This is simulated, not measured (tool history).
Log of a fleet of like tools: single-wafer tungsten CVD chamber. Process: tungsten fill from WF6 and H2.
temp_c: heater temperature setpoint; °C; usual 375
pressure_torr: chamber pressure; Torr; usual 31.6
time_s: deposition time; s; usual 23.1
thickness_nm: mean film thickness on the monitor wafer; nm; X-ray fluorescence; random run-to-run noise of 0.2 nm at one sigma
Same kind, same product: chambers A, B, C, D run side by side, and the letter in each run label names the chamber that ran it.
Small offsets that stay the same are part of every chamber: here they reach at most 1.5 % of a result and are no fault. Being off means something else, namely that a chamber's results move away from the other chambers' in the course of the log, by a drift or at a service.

run,day,temp_c,pressure_torr,time_s,"read-back reference wafer on the same gauge, thickness_nm",thickness_nm
1B,0.525,375,31.6,23.1,36.231,42.308
2A,1.138,375,31.6,23.1,36.173,42.001
3D,1.454,375,31.6,23.1,36.231,42.990
4C,1.800,375,31.6,23.1,36.185,42.502
5C,2.254,375,31.6,23.1,36.191,42.159
6B,2.621,375,31.6,23.1,36.190,42.299
7A,2.929,375,31.6,23.1,36.222,41.966
8D,3.558,375,31.6,23.1,36.222,42.399
9A,4.133,375,31.6,23.1,36.178,41.884
10C,4.450,375,31.6,23.1,36.185,42.501
11B,4.817,385,31.6,19.9,36.205,44.611
12D,5.162,385,31.6,19.9,36.232,44.708
13B,5.721,385,31.6,19.9,36.191,44.806
14C,6.233,385,31.6,19.9,36.237,44.820
15D,6.888,375,31.6,23.1,36.166,42.840
16A,7.388,375,31.6,23.1,36.193,42.063
17A,7.683,375,31.6,23.1,36.199,41.966
18C,8.275,375,31.6,23.1,36.202,42.716
19D,8.808,375,31.6,23.1,36.168,42.724
# day 9.038: chamber A: thermocouple changed; heater temperature recalibrated
# day 9.421: chamber B: thermocouple changed; heater temperature recalibrated
20B,9.433,375,31.6,23.1,36.214,41.981
21C,9.925,375,31.6,23.1,36.147,42.508
22B,10.317,375,31.6,23.1,36.229,42.107
23A,10.738,375,31.6,23.1,36.164,39.259
24D,11.354,375,31.6,23.1,36.205,42.221
25C,11.750,375,31.6,23.1,36.189,42.517
26A,12.150,375,31.6,23.1,36.197,39.497
27B,12.667,375,31.6,23.1,36.169,42.092
28D,13.321,375,31.6,23.1,36.192,42.870
29A,13.621,375,31.6,23.1,36.207,39.749
30B,14.042,375,31.6,23.1,36.203,42.380
31D,14.579,375,31.6,23.1,36.178,42.309
32C,15.204,375,26.7,26.1,36.225,44.131
33B,15.575,375,26.7,26.1,36.165,44.168
34D,16.121,375,26.7,26.1,36.216,44.377
35C,16.492,375,26.7,26.1,36.209,44.111
36A,17.117,375,31.6,23.1,36.179,39.497
37D,17.450,375,31.6,23.1,36.201,42.456
38B,18.042,375,31.6,23.1,36.188,41.958
39A,18.600,375,31.6,23.1,36.211,39.637
40C,19.217,375,31.6,23.1,36.189,42.550
41A,19.771,375,31.6,23.1,36.220,39.660

What goes on in this fleet: one chamber off, a drifting gauge, or nothing beyond the chambers' own small offsets? Name the chamber and the cause, if any.

A service left chamber A off against the others.
Cause: wafer temperature below the value expected at the setpoint (K) = 2.77.

Here are 4 candidates for chamber A's next run, each the usual settings with a change, their results left as question marks. Which one brings its results back in line with what the others give on the usual settings?
In line here means within this much of the mean the other chambers give on the usual settings: thickness_nm 0.700 nm
42A-1,20.242,377,31.6,23.1,,?
42A-2,20.242,374,31.4,22.9,,?
42A-3,20.242,377,32.0,23.5,,?
42A-4,20.242,373,31.2,22.7,,?

Usual-settings mean across the other chambers: thickness_nm 42.351 nm
run,thickness_nm
42A-1,41.440
42A-2,38.474
42A-3,42.413
42A-4,37.233
The answer is 42A-3, which returns the chamber to within the allowed miss of the others.

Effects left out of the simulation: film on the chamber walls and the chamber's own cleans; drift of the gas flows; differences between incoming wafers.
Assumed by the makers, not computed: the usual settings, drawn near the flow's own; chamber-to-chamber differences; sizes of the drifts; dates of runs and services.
